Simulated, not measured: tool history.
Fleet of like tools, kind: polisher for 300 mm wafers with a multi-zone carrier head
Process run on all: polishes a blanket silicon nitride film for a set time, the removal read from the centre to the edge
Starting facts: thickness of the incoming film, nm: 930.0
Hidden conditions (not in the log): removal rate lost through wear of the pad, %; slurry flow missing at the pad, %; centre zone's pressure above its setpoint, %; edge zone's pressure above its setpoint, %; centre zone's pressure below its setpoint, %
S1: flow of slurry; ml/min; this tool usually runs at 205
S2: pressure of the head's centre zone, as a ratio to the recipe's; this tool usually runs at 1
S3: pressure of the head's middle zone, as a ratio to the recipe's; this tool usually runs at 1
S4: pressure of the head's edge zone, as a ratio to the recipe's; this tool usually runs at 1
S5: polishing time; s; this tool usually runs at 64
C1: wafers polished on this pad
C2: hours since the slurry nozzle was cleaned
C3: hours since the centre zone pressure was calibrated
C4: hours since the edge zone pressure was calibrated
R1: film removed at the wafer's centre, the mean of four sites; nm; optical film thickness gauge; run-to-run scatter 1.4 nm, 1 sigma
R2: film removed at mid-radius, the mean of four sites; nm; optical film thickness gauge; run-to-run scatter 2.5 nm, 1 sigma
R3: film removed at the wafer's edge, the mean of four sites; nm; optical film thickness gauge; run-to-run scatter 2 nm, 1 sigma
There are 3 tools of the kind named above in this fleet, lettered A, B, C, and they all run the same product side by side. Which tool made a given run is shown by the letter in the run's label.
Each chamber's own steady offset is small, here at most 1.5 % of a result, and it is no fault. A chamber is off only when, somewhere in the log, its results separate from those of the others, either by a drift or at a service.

| run | hour | S1 | S2 | S3 | S4 | S5 | C1 | C2 | C3 | C4 | R1 | R2 | R3 |
|---|---|---|---|---|---|---|---|---|---|---|---|---|---|
| 1C | 10.1 | 205 | 1 | 1 | 1 | 64 | 682 | 140.6 | 200 | 464.3 | 178.95 | 177.77 | 173.62 |
|  | 19.3 | chamber B: worn pad replaced by a new one |
| 2B | 22.7 | 205 | 1 | 1 | 1 | 64 | 36 | 635.6 | 381.4 | 149.8 | 177.46 | 180.46 | 179.77 |
| 3A | 30.8 | 205 | 1 | 1 | 1 | 64 | 746 | 623.8 | 316.1 | 345.8 | 176.2 | 177.38 | 175.09 |
|  | 36.2 | chamber C: worn pad replaced by a new one |
| 4B | 44.6 | 205 | 1 | 1 | 1 | 64 | 266 | 657.5 | 403.3 | 171.7 | 180.46 | 179.24 | 182.63 |
| 5A | 55.8 | 205 | 1 | 1 | 1 | 64 | 1009 | 648.8 | 341.1 | 370.8 | 178.74 | 175.12 | 177.2 |
| 6C | 66.7 | 205 | 1 | 1 | 1 | 64 | 320 | 197.2 | 256.6 | 520.9 | 177.95 | 177.25 | 177.82 |
|  | 71.4 | chamber A: worn pad replaced by a new one |
| 7C | 75.4 | 205 | 1 | 1 | 1.08 | 64 | 411 | 205.9 | 265.3 | 529.6 | 180.21 | 178.17 | 181.14 |
|  | 78.5 | chamber A: slurry nozzle cleaned |
|  | 84.7 | chamber B: worn pad replaced by a new one |
| 8B | 84.8 | 205 | 1 | 1 | 1.08 | 64 | 1 | 697.7 | 443.5 | 211.9 | 179.11 | 184.56 | 189 |
| 9A | 96.8 | 205 | 1 | 1 | 1.08 | 64 | 266 | 18.3 | 382.1 | 411.8 | 176.4 | 178.17 | 187.68 |
|  | 98.5 | chamber B: slurry nozzle cleaned |
| 10C | 106 | 205 | 1 | 1 | 1 | 64 | 732 | 236.5 | 295.9 | 560.2 | 178.47 | 180.7 | 180.41 |
|  | 114.1 | chamber C: slurry nozzle cleaned |
| 11A | 114.7 | 205 | 1 | 1.04 | 1 | 64 | 454 | 36.2 | 400 | 429.7 | 176.17 | 189.63 | 179.25 |
| 12B | 130.5 | 205 | 1 | 1.04 | 1 | 64 | 480 | 32 | 489.2 | 257.6 | 181.99 | 190.08 | 177.78 |
|  | 137.3 | chamber C: worn pad replaced by a new one |
| 13B | 141.7 | 205 | 1 | 1.04 | 1 | 64 | 598 | 43.2 | 500.4 | 268.8 | 178.94 | 189.07 | 182.83 |
| 14A | 153.7 | 205 | 1 | 1 | 1 | 64 | 864 | 75.2 | 439 | 468.7 | 174.2 | 176.74 | 179.53 |
|  | 158.9 | chamber B: worn pad replaced by a new one |
| 15C | 163.5 | 205 | 1 | 1 | 1 | 64 | 275 | 49.5 | 353.4 | 617.7 | 177.88 | 176.58 | 175.84 |
|  | 163.7 | chamber C: edge zone pressure recalibrated |
| 16B | 171.9 | 205 | 1 | 0.96 | 1 | 50 | 137 | 73.4 | 530.6 | 299 | 142.27 | 131.53 | 138.44 |
| 17A | 180.2 | 205 | 1 | 0.96 | 1 | 50 | 1142 | 101.7 | 465.5 | 495.2 | 136.55 | 136.95 | 140.56 |
| 18C | 195.4 | 205 | 1 | 0.96 | 1 | 50 | 609 | 81.4 | 385.3 | 31.8 | 138.86 | 133.67 | 138.82 |
|  | 202.5 | chamber A: edge zone pressure recalibrated |
|  | 203.1 | chamber A: worn pad replaced by a new one |
| 19C | 204.8 | 205 | 1 | 1 | 1 | 64 | 708 | 90.8 | 394.7 | 41.2 | 179.68 | 176.39 | 176.22 |
| 20A | 220.2 | 205 | 1 | 1 | 1 | 64 | 180 | 141.7 | 505.5 | 17.8 | 177.93 | 180.62 | 176.54 |
|  | 222.6 | chamber B: worn pad replaced by a new one |
| 21B | 232.1 | 205 | 1 | 1 | 1 | 64 | 99 | 133.6 | 590.8 | 359.2 | 184.65 | 180.03 | 182.15 |
| 22B | 239.2 | 205 | 1 | 1 | 1.06 | 82 | 174 | 140.7 | 597.9 | 366.3 | 238.55 | 235.69 | 239.92 |
|  | 241.3 | chamber C: worn pad replaced by a new one |
| 23C | 248.3 | 205 | 1 | 1 | 1.06 | 82 | 74 | 134.3 | 438.2 | 84.7 | 229.05 | 230.03 | 231.33 |
| 24A | 259.8 | 205 | 1 | 1 | 1.06 | 82 | 595 | 181.3 | 545.1 | 57.4 | 226.37 | 232.56 | 234.75 |
| 25A | 275.9 | 205 | 1 | 1 | 1 | 64 | 764 | 197.4 | 561.2 | 73.5 | 179.18 | 180.24 | 176.77 |
| 26C | 290.6 | 205 | 1 | 0.93 | 1 | 64 | 518 | 176.6 | 480.5 | 127 | 178.16 | 165.88 | 177.31 |
|  | 293.4 | chamber B: worn pad replaced by a new one |
| 27B | 299.3 | 205 | 1 | 0.93 | 1 | 64 | 62 | 200.8 | 658 | 426.4 | 191 | 166.46 | 178.04 |
| 28A | 311.6 | 205 | 1 | 0.93 | 1 | 64 | 1139 | 233.1 | 596.9 | 109.2 | 176.44 | 163.95 | 180.98 |

Does one chamber stand apart from the rest, does the shared gauge drift, or is all well apart from small per-chamber offsets? Give the chamber and the most likely cause, where there is one.

One chamber, B, drifts off from the rest bit by bit.
What lies behind it: centre zone's pressure above its setpoint, % = 6.7.

Here are 4 candidates for chamber B's next run, each the usual settings with a change, their results left as question marks. Which one brings its results back in line with what the others give on the usual settings?
In line means no further than this from the other chambers' mean on the usual settings: R1 4.8 nm; R2 8.8 nm; R3 7.1 nm
| 29B-1 | 323.5 | 205 | 1.02 | 1 | 0.99 | 64 |  |  |  |  | ? | ? | ? |
| 29B-2 | 323.5 | 210 | 1.06 | 0.99 | 0.98 | 65 |  |  |  |  | ? | ? | ? |
| 29B-3 | 323.5 | 200 | 0.94 | 1.01 | 1.02 | 63 |  |  |  |  | ? | ? | ? |
| 29B-4 | 323.5 | 205 | 0.98 | 1 | 1.01 | 64 |  |  |  |  | ? | ? | ? |

Other chambers, usual settings, mean: R1 177.22 nm; R2 177.46 nm; R3 177.08 nm
| run | R1 | R2 | R3 |
|---|---|---|---|
| 29B-1 | 196.09 | 181.72 | 177.4 |
| 29B-2 | 208.28 | 183.46 | 179.7 |
| 29B-3 | 176.14 | 179.95 | 176.87 |
| 29B-4 | 187.86 | 181.76 | 179.24 |
With 29B-3, the chamber falls back in line with the rest.
